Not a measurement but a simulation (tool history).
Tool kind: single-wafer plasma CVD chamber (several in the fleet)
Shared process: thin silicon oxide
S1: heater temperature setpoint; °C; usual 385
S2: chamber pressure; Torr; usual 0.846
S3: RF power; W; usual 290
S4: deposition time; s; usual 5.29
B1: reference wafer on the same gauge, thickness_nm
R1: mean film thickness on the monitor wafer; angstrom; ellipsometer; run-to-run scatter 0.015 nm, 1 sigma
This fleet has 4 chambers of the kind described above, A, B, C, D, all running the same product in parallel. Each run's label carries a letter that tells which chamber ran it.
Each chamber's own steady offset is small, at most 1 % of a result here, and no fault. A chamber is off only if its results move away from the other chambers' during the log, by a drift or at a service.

run	hour	S1	S2	S3	S4	B1	R1
1D	6.5	385	0.846	290	5.29	11.405	101.770
2A	11.6	385	0.846	290	5.29	11.405	102.840
3C	20.4	385	0.846	290	5.29	11.400	101.220
4B	26.2	385	0.846	290	5.29	11.406	101.570
5C	33.9	385	0.846	290	5.29	11.410	101.180
6B	39.7	385	0.846	290	5.29	11.409	101.970
7D	48.4	385	0.846	290	5.29	11.416	101.770
8A	56.1	385	0.846	290	5.29	11.415	103.090
9C	62.7	385	0.846	290	5.29	11.417	101.100
10D	72.8	385	0.846	290	5.29	11.419	102.110
11B	80.3	385	0.846	290	5.29	11.417	101.790
12A	87.1	385	0.846	290	5.29	11.426	102.950
13D	91.9	385	0.846	290	5.29	11.423	102.230
14B	100.1	385	0.846	290	5.29	11.424	102.140
15A	105.7	385	0.846	290	5.29	11.420	103.290
16C	115.9	391	0.846	290	4.32	11.428	82.389
17A	121.5	391	0.846	290	4.32	11.431	83.919
18C	130.8	391	0.846	290	4.32	11.431	82.483
19D	136.9	391	0.846	290	4.32	11.437	83.128
20B	141.6	385	0.846	290	5.29	11.433	101.860
21D	147.1	385	0.846	290	5.29	11.437	102.060
22B	156.4	385	0.846	290	5.29	11.439	102.000
# hour 162.2: chamber A: capacitance manometer re-zeroed and calibrated
23C	163.8	385	0.846	265	4.67	11.440	86.363
24A	169.2	385	0.846	265	4.67	11.438	87.661
25A	174.2	385	0.846	265	4.67	11.441	87.708
26D	181.6	385	0.846	265	4.67	11.443	86.774
27C	186.7	385	0.846	290	5.29	11.445	101.720
28B	191.9	385	0.846	290	5.29	11.443	102.070
29B	197.0	385	0.846	290	5.29	11.448	102.440
30C	205.0	385	0.846	290	5.29	11.449	101.600
31D	215.6	385	0.846	290	5.29	11.450	102.350
32A	224.2	385	0.846	290	5.29	11.453	103.360
33A	229.6	390	0.681	290	5.29	11.456	82.901
34C	240.3	390	0.681	290	5.29	11.459	82.312
35D	245.4	390	0.681	290	5.29	11.457	82.357
36B	253.4	390	0.681	290	5.29	11.460	82.448
37A	259.8	385	0.846	290	5.29	11.463	103.080
38C	266.3	385	0.846	290	5.29	11.462	101.820
39D	272.7	385	0.846	290	5.29	11.465	102.430

One chamber off, gauge drift, or nothing amiss beyond the chambers' own small offsets? If it is a chamber, which one, and what is the likeliest cause?

The shared gauge is drifting. All chambers look as if they move in step, but none is off.
Likeliest cause: gauge reads high (%) = 0.587.

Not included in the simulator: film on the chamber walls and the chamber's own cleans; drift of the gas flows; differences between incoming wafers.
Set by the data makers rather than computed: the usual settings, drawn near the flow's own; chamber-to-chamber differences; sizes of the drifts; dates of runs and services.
